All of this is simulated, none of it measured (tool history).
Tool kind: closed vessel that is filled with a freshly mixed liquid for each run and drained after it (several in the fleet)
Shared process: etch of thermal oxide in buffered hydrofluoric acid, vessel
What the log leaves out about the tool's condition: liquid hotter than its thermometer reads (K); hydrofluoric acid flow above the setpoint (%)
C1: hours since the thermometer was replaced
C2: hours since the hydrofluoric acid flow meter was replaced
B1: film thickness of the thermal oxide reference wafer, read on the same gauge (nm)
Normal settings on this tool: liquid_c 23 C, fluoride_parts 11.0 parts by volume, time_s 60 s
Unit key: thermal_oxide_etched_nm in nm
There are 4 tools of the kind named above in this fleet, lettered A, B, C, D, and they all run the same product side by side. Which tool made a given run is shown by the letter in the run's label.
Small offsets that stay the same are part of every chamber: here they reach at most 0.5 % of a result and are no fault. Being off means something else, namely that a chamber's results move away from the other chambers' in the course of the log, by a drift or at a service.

Run 1A, day 0.308: usual settings; C1 1034.9; C2 1935.9; B1 99.996. Result: thermal_oxide_etched_nm 65.049 nm.
Run 2C, day 0.483: usual settings; C1 284.4; C2 1641.1; B1 99.983. Result: thermal_oxide_etched_nm 64.716 nm.
Run 3D, day 0.667: usual settings; C1 1167.6; C2 1040.7; B1 99.999. Result: thermal_oxide_etched_nm 65.097 nm.
Run 4B, day 0.879: usual settings; C1 1567.9; C2 567.1; B1 100.020. Result: thermal_oxide_etched_nm 64.996 nm.
Run 5B, day 1.121: usual settings; C1 1573.7; C2 572.9; B1 99.993. Result: thermal_oxide_etched_nm 64.703 nm.
Run 6D, day 1.317: usual settings; C1 1183.2; C2 1056.3; B1 100.010. Result: thermal_oxide_etched_nm 64.621 nm.
Run 7A, day 1.625: usual settings; C1 1066.5; C2 1967.5; B1 100.020. Result: thermal_oxide_etched_nm 66.205 nm.
At day 1.721: chamber A: hydrofluoric acid flow meter replaced.
Run 8C, day 1.917: usual settings; C1 318.8; C2 1675.5; B1 100.010. Result: thermal_oxide_etched_nm 64.983 nm.
Run 9B, day 2.267: usual settings; C1 1601.2; C2 600.4; B1 100.000. Result: thermal_oxide_etched_nm 65.558 nm.
Run 10C, day 2.583: usual settings but liquid_c 26 C, fluoride_parts 13.0 parts by volume; C1 334.8; C2 1691.5; B1 99.986. Result: thermal_oxide_etched_nm 66.190 nm.
Run 11D, day 2.938: usual settings but liquid_c 26 C, fluoride_parts 13.0 parts by volume; C1 1222.1; C2 1095.2; B1 99.981. Result: thermal_oxide_etched_nm 64.904 nm.
Run 12A, day 3.196: usual settings but liquid_c 26 C, fluoride_parts 13.0 parts by volume; C1 1104.2; C2 35.5; B1 99.983. Result: thermal_oxide_etched_nm 65.195 nm.
Run 13D, day 3.533: usual settings but liquid_c 26 C, fluoride_parts 13.0 parts by volume; C1 1236.4; C2 1109.5; B1 99.988. Result: thermal_oxide_etched_nm 65.400 nm.
Run 14A, day 3.771: usual settings; C1 1118.0; C2 49.3; B1 100.010. Result: thermal_oxide_etched_nm 64.932 nm.
Run 15C, day 4.112: usual settings; C1 371.5; C2 1728.2; B1 99.968. Result: thermal_oxide_etched_nm 67.484 nm.
Run 16B, day 4.358: usual settings; C1 1651.4; C2 650.6; B1 100.010. Result: thermal_oxide_etched_nm 64.815 nm.
At day 4.604: chamber C: hydrofluoric acid flow meter replaced.
Run 17A, day 4.679: usual settings; C1 1139.8; C2 71.1; B1 99.977. Result: thermal_oxide_etched_nm 65.843 nm.
Run 18D, day 4.883: usual settings; C1 1268.8; C2 1141.9; B1 100.010. Result: thermal_oxide_etched_nm 65.557 nm.
Run 19B, day 5.221: usual settings; C1 1672.1; C2 671.3; B1 100.000. Result: thermal_oxide_etched_nm 66.020 nm.
At day 5.288: chamber D: hydrofluoric acid flow meter replaced.
Run 20C, day 5.475: usual settings; C1 404.2; C2 20.9; B1 100.020. Result: thermal_oxide_etched_nm 70.796 nm.
Run 21C, day 5.654: usual settings; C1 408.5; C2 25.2; B1 99.979. Result: thermal_oxide_etched_nm 69.311 nm.
Run 22B, day 5.996: usual settings; C1 1690.7; C2 689.9; B1 99.996. Result: thermal_oxide_etched_nm 64.744 nm.
At day 6.108: chamber B: thermometer replaced.
Run 23A, day 6.154: usual settings; C1 1175.2; C2 106.5; B1 99.997. Result: thermal_oxide_etched_nm 65.239 nm.
Run 24D, day 6.383: usual settings; C1 1304.8; C2 26.3; B1 100.020. Result: thermal_oxide_etched_nm 65.957 nm.
Run 25A, day 6.588: usual settings but liquid_c 27 C, fluoride_parts 9.5 parts by volume; C1 1185.6; C2 116.9; B1 100.000. Result: thermal_oxide_etched_nm 93.239 nm.
Run 26B, day 6.775: usual settings but liquid_c 27 C, fluoride_parts 9.5 parts by volume; C1 16.0; C2 708.6; B1 100.010. Result: thermal_oxide_etched_nm 91.359 nm.
Run 27C, day 7.125: usual settings but liquid_c 27 C, fluoride_parts 9.5 parts by volume; C1 443.8; C2 60.5; B1 99.955. Result: thermal_oxide_etched_nm 101.170 nm.
Run 28D, day 7.425: usual settings but liquid_c 27 C, fluoride_parts 9.5 parts by volume; C1 1329.8; C2 51.3; B1 100.010. Result: thermal_oxide_etched_nm 91.272 nm.
Run 29A, day 7.683: usual settings; C1 1211.9; C2 143.2; B1 100.020. Result: thermal_oxide_etched_nm 65.948 nm.
Run 30C, day 7.975: usual settings; C1 464.2; C2 80.9; B1 99.988. Result: thermal_oxide_etched_nm 74.277 nm.

Has any chamber moved away from the others, gradually or after a service, or does the common gauge drift, or do the chambers differ only by their own small steady offsets? State the chamber and the most likely cause if one applies.

Chamber C drifts away from the others.
What lies behind it: liquid hotter than its thermometer reads (K) = 2.32.

Below are 4 candidate recipes for chamber C's next run, each the usual settings with a change, their results shown as question marks. Which of them brings C's results back in line with what the other chambers give on the usual settings?
To be in line, a result may differ from the other chambers' mean on the usual settings by at most: thermal_oxide_etched_nm 2.100 nm
Run 31C-1, day 8.229: usual settings but fluoride_parts 10.5 parts by volume. Result: thermal_oxide_etched_nm ?.
Run 31C-2, day 8.229: usual settings but fluoride_parts 11.5 parts by volume. Result: thermal_oxide_etched_nm ?.
Run 31C-3, day 8.229: usual settings but liquid_c 23.5 C, fluoride_parts 10.0 parts by volume. Result: thermal_oxide_etched_nm ?.
Run 31C-4, day 8.229: usual settings but fluoride_parts 11.5 parts by volume, time_s 55 s. Result: thermal_oxide_etched_nm ?.

Other chambers, usual settings, mean: thermal_oxide_etched_nm 65.381 nm
  run  thermal_oxide_etched_nm
31C-1                   77.323
31C-2                   70.662
31C-3                   83.315
31C-4                   64.774
31C-4 puts the chamber back in line with the other chambers.

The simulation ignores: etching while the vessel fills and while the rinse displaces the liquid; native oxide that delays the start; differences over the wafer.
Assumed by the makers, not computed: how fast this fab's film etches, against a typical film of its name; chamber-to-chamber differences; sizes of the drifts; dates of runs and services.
